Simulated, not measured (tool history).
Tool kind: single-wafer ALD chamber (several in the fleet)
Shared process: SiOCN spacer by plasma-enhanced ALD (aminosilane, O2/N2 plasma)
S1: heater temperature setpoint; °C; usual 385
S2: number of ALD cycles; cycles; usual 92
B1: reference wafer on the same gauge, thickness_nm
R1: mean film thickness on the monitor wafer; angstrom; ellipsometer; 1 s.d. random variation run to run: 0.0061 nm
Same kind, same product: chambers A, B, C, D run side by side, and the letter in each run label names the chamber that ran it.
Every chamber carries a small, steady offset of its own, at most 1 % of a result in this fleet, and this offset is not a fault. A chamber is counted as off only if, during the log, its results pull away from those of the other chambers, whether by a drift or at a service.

Run 1C, hour 11.3: usual settings; B1 6.3496. Result: R1 55.283 angstrom.
Run 2B, hour 20.1: usual settings; B1 6.3507. Result: R1 55.421 angstrom.
Run 3A, hour 31.9: usual settings; B1 6.3537. Result: R1 55.273 angstrom.
Run 4D, hour 45.6: usual settings; B1 6.3541. Result: R1 55.586 angstrom.
Run 5A, hour 52.1: usual settings but S1 399 °C; B1 6.3535. Result: R1 55.26 angstrom.
Run 6C, hour 63.7: usual settings but S1 399 °C; B1 6.3545. Result: R1 55.214 angstrom.
Run 7B, hour 78: usual settings but S1 399 °C; B1 6.3555. Result: R1 55.454 angstrom.
At hour 87.4: chamber A: thermocouple changed; heater temperature recalibrated.
Run 8D, hour 88.8: usual settings but S1 399 °C; B1 6.3556. Result: R1 55.573 angstrom.
Run 9B, hour 96.3: usual settings but S1 391 °C, S2 79 cycles; B1 6.356. Result: R1 47.593 angstrom.
Run 10D, hour 103.2: usual settings but S1 391 °C, S2 79 cycles; B1 6.3566. Result: R1 47.685 angstrom.
Run 11A, hour 111.8: usual settings but S1 391 °C, S2 79 cycles; B1 6.3578. Result: R1 47.407 angstrom.
Run 12C, hour 124.7: usual settings but S1 391 °C, S2 79 cycles; B1 6.3588. Result: R1 47.532 angstrom.
Run 13B, hour 136: usual settings; B1 6.3594. Result: R1 55.587 angstrom.
Run 14A, hour 144.6: usual settings; B1 6.3598. Result: R1 55.265 angstrom.
Run 15D, hour 151.7: usual settings but S1 392 °C, S2 79 cycles; B1 6.3599. Result: R1 47.664 angstrom.
Run 16C, hour 161.1: usual settings but S1 392 °C, S2 79 cycles; B1 6.361. Result: R1 47.546 angstrom.
Run 17D, hour 174.1: usual settings but S1 392 °C, S2 79 cycles; B1 6.3615. Result: R1 47.754 angstrom.
Run 18A, hour 185.2: usual settings but S1 392 °C, S2 79 cycles; B1 6.3606. Result: R1 47.395 angstrom.
Run 19B, hour 198.1: usual settings; B1 6.3617. Result: R1 55.581 angstrom.
Run 20C, hour 205: usual settings; B1 6.3639. Result: R1 55.319 angstrom.
Run 21D, hour 218: usual settings; B1 6.3633. Result: R1 55.572 angstrom.
Run 22C, hour 227.5: usual settings; B1 6.3656. Result: R1 55.327 angstrom.
Run 23A, hour 239.2: usual settings; B1 6.3654. Result: R1 55.338 angstrom.
Run 24B, hour 248.6: usual settings; B1 6.3678. Result: R1 55.667 angstrom.
Run 25B, hour 256.5: usual settings; B1 6.3667. Result: R1 55.649 angstrom.
Run 26C, hour 269.9: usual settings; B1 6.3684. Result: R1 55.451 angstrom.
Run 27D, hour 284.4: usual settings; B1 6.368. Result: R1 55.739 angstrom.
Run 28A, hour 291: usual settings; B1 6.3671. Result: R1 55.178 angstrom.
Run 29C, hour 301.2: usual settings; B1 6.3676. Result: R1 55.343 angstrom.
At hour 303.9: chamber C: thermocouple changed; heater temperature recalibrated.
Run 30A, hour 310.7: usual settings but S1 398 °C; B1 6.3691. Result: R1 55.346 angstrom.
Run 31B, hour 319.6: usual settings but S1 398 °C; B1 6.3689. Result: R1 55.727 angstrom.
Run 32D, hour 329.7: usual settings but S1 398 °C; B1 6.3707. Result: R1 55.667 angstrom.
Run 33B, hour 341.4: usual settings but S1 398 °C; B1 6.3718. Result: R1 55.597 angstrom.
Run 34D, hour 354.9: usual settings; B1 6.3713. Result: R1 55.672 angstrom.
Run 35A, hour 365.6: usual settings; B1 6.376. Result: R1 55.311 angstrom.
Run 36C, hour 375.3: usual settings; B1 6.3749. Result: R1 55.414 angstrom.
Run 37D, hour 381.7: usual settings; B1 6.3727. Result: R1 55.651 angstrom.
Run 38C, hour 395.7: usual settings; B1 6.375. Result: R1 55.483 angstrom.
Run 39A, hour 405.7: usual settings; B1 6.3765. Result: R1 55.463 angstrom.
Run 40B, hour 420: usual settings; B1 6.3774. Result: R1 55.75 angstrom.
Run 41C, hour 432.9: usual settings; B1 6.3768. Result: R1 55.44 angstrom.

Is one chamber out of step, is the gauge drifting, or do the chambers differ by no more than their own small offsets? For an off chamber, give its letter and the likeliest cause.

No chamber is off; the gauge reading every chamber's wafers drifts, which makes the whole fleet appear to move together.
Likeliest cause: gauge reads high (%) = 0.449.
